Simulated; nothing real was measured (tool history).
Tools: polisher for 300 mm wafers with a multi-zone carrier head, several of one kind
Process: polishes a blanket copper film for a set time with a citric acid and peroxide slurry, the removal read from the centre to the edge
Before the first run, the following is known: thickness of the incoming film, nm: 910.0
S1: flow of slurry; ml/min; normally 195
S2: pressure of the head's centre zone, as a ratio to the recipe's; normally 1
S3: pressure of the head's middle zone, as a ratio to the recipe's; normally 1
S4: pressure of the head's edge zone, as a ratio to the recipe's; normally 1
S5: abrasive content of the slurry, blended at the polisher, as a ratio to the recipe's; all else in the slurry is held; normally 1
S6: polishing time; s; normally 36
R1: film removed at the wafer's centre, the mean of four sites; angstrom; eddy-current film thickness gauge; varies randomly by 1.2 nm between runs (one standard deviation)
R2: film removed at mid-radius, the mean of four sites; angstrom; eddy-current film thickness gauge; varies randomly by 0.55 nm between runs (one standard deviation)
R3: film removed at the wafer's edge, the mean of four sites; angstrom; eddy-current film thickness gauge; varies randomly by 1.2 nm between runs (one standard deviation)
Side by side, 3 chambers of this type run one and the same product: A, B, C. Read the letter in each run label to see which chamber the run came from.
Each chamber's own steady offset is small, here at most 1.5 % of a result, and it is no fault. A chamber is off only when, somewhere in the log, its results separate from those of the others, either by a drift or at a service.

run	hour	S1	S2	S3	S4	S5	S6	R1	R2	R3
# hour 7.3: chamber B: worn pad replaced by a new one
1B	8.7	195	1	1	1	1	36	845.95	864.16	864.14
2C	16.6	195	1	1	1	1	36	857.59	855.29	838.8
3A	25.7	195	1	1	1	1	36	833.97	856.58	831.42
4B	31.8	195	1	1	1	1	36	861.68	855.41	852.23
# hour 33: chamber B: centre zone pressure recalibrated
# hour 33.7: chamber C: worn pad replaced by a new one
# hour 39.7: chamber A: slurry nozzle cleaned
5C	40.7	195	1	1	1	1	36	864.68	850.95	848.59
6A	50.1	195	1	1	1	1	36	867.28	856.41	845.52
7B	56.7	195	1	1	1	1	36	860.66	856.26	840.27
# hour 63.8: chamber C: centre zone pressure recalibrated
8C	64.9	195	1	1	1	1	36	843.1	858.44	845.87
9A	70.5	195	1	1	1	1	36	858.23	853.48	851.89
# hour 71.3: chamber C: slurry nozzle cleaned
10C	75.6	195	1	1	1	1	36	861.76	854.6	844.75
# hour 78.9: chamber A: worn pad replaced by a new one
11A	82.6	195	0.95	1	0.89	1	36	814.85	857.71	801.75
12B	89.8	195	0.95	1	0.89	1	36	800.19	848.62	798.23
13B	99.3	195	0.95	1	0.89	1	36	791.43	850.58	781.66
# hour 99.9: chamber C: worn pad replaced by a new one
# hour 103.5: chamber B: worn pad replaced by a new one
14A	110.5	195	1	1	1	1	36	855.85	862.35	828.4
15C	121.1	195	1	1	1	1	36	871.22	845.27	840.14
16A	130.4	195	1	1	1	1	36	868.36	851.39	847.94
17C	136.7	195	1	1	1	1	36	866.3	852.21	869.11
# hour 143.1: chamber C: edge zone pressure recalibrated
18B	143.3	195	1	1	1	1	36	850.66	860.68	844.67
19A	151	195	0.89	1	1	0.85	36	731.4	828.49	784.57
# hour 156.1: chamber C: worn pad replaced by a new one
20C	156.7	195	0.89	1	1	0.85	36	732.42	825.6	811.65
21B	164.7	195	0.89	1	1	0.85	36	703.67	824.47	807.56
22C	170.8	195	1	1	1	1	36	860.22	854.95	849.03
23A	176.6	195	1	1	1	1	36	846.95	851.79	842.81
24B	182.4	195	1	1	1	1	36	829.12	859.97	847.56
25A	188.6	195	1	1	1	1	36	867.56	840.12	834.95
# hour 188.8: chamber B: worn pad replaced by a new one
26C	196.3	195	1	1	1	1	36	854.72	846.51	832.64
# hour 202.9: chamber A: worn pad replaced by a new one
27B	204.6	195	1	1	1	0.8	36	801.29	816.8	831.48
28B	211.2	195	1	1	1	0.8	36	797.27	816.2	805.28
29C	221.8	195	1	1	1	0.8	36	822.22	812.52	812.5
# hour 223.8: chamber C: worn pad replaced by a new one
30A	226.8	195	1	1	1	1	36	848.47	861.29	839.99
31A	233.7	195	1	1	1	1	36	850.22	845.84	856.41
32C	241.7	195	1	1	1	1	36	867.41	843.32	825.52
33B	247.9	195	1	1	1	1	36	839.28	844.18	838.94
34C	258.3	150	1.07	1	1	1	36	884.9	813.34	830.87
35B	264.3	150	1.07	1	1	1	36	862.03	818.59	822.03
36A	270.9	150	1.07	1	1	1	36	874.92	816.2	837.68
37C	279.5	195	0.95	1	1	1	36	824.34	862.78	859.02
# hour 281.4: chamber B: worn pad replaced by a new one
38A	289.9	195	0.95	1	1	1	36	785.18	863.87	843.89
39B	300.8	195	0.95	1	1	1	36	791.89	848.44	859.45

Does one chamber stand apart from the rest, does the shared gauge drift, or is all well apart from small per-chamber offsets? Give the chamber and the most likely cause, where there is one.

Nothing is wrong: each chamber keeps only its own small, steady offset and the gauge holds still.
